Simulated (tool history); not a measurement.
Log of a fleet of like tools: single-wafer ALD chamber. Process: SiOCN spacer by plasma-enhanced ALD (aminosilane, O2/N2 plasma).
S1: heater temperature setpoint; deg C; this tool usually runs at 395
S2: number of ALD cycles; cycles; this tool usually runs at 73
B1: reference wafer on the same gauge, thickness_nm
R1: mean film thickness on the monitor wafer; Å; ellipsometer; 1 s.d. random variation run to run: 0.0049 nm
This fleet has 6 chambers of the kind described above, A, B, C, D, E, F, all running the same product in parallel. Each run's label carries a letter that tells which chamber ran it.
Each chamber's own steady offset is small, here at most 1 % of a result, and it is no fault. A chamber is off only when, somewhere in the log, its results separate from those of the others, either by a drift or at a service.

run   hour   S1  S2      B1      R1
 1A    2.4  395  73  5.0597  43.768
 2C    4.5  395  73  5.0600  43.656
 3B    7.8  395  73  5.0625  44.047
 4E   12.3  395  73  5.0630  44.075
 5D   14.9  395  73  5.0624  44.341
 6F   18.2  395  73  5.0626  43.854
 7C   22.5  395  73  5.0638  43.799
 8A   25.3  395  73  5.0640  43.849
 9F   27.9  395  73  5.0659  43.843
10D   30.5  395  73  5.0645  44.377
11E   34.9  395  73  5.0666  44.019
12B   37.8  395  73  5.0672  43.973
13F   40.6  395  73  5.0678  43.909
14B   44.4  395  73  5.0671  44.038
15A   47.8  395  73  5.0680  43.836
16E   50.6  395  73  5.0702  44.124
17C   53.3  395  73  5.0701  43.776
18D   57.8  409  59  5.0692  34.936
19D   61.7  409  59  5.0700  34.927
20A   66.0  409  59  5.0713  33.948
21B   68.5  409  59  5.0718  34.562
22C   71.7  409  59  5.0733  34.385
23F   74.1  409  59  5.0733  34.074
24E   76.7  395  73  5.0734  44.094
25B   80.1  395  73  5.0725  44.022
26C   82.1  395  73  5.0729  43.861
27D   86.3  395  73  5.0730  44.408
28A   90.6  395  73  5.0763  43.880
29E   94.6  395  73  5.0759  44.113
30F   98.2  395  73  5.0770  44.055
31F  101.1  395  73  5.0768  43.943
32C  104.9  395  73  5.0772  43.853
33D  109.4  395  73  5.0778  44.494
34A  112.6  395  73  5.0790  43.893
35B  115.8  395  73  5.0804  44.108
36E  119.3  395  73  5.0799  44.230
37E  122.6  395  73  5.0809  44.131
38C  125.5  408  73  5.0813  42.751
39B  128.4  408  73  5.0818  43.059
40D  131.3  408  73  5.0836  43.483

Read the log: is a single chamber off, either drifting away or since a service, is the gauge that measures every chamber drifting, or is nothing wrong beyond small per-chamber offsets? Name any odd chamber and what most likely caused it.

It is the gauge, not a chamber: its drift shows up in every chamber's results at once, and no chamber is off.
Cause: gauge reads high (%) = 0.458.
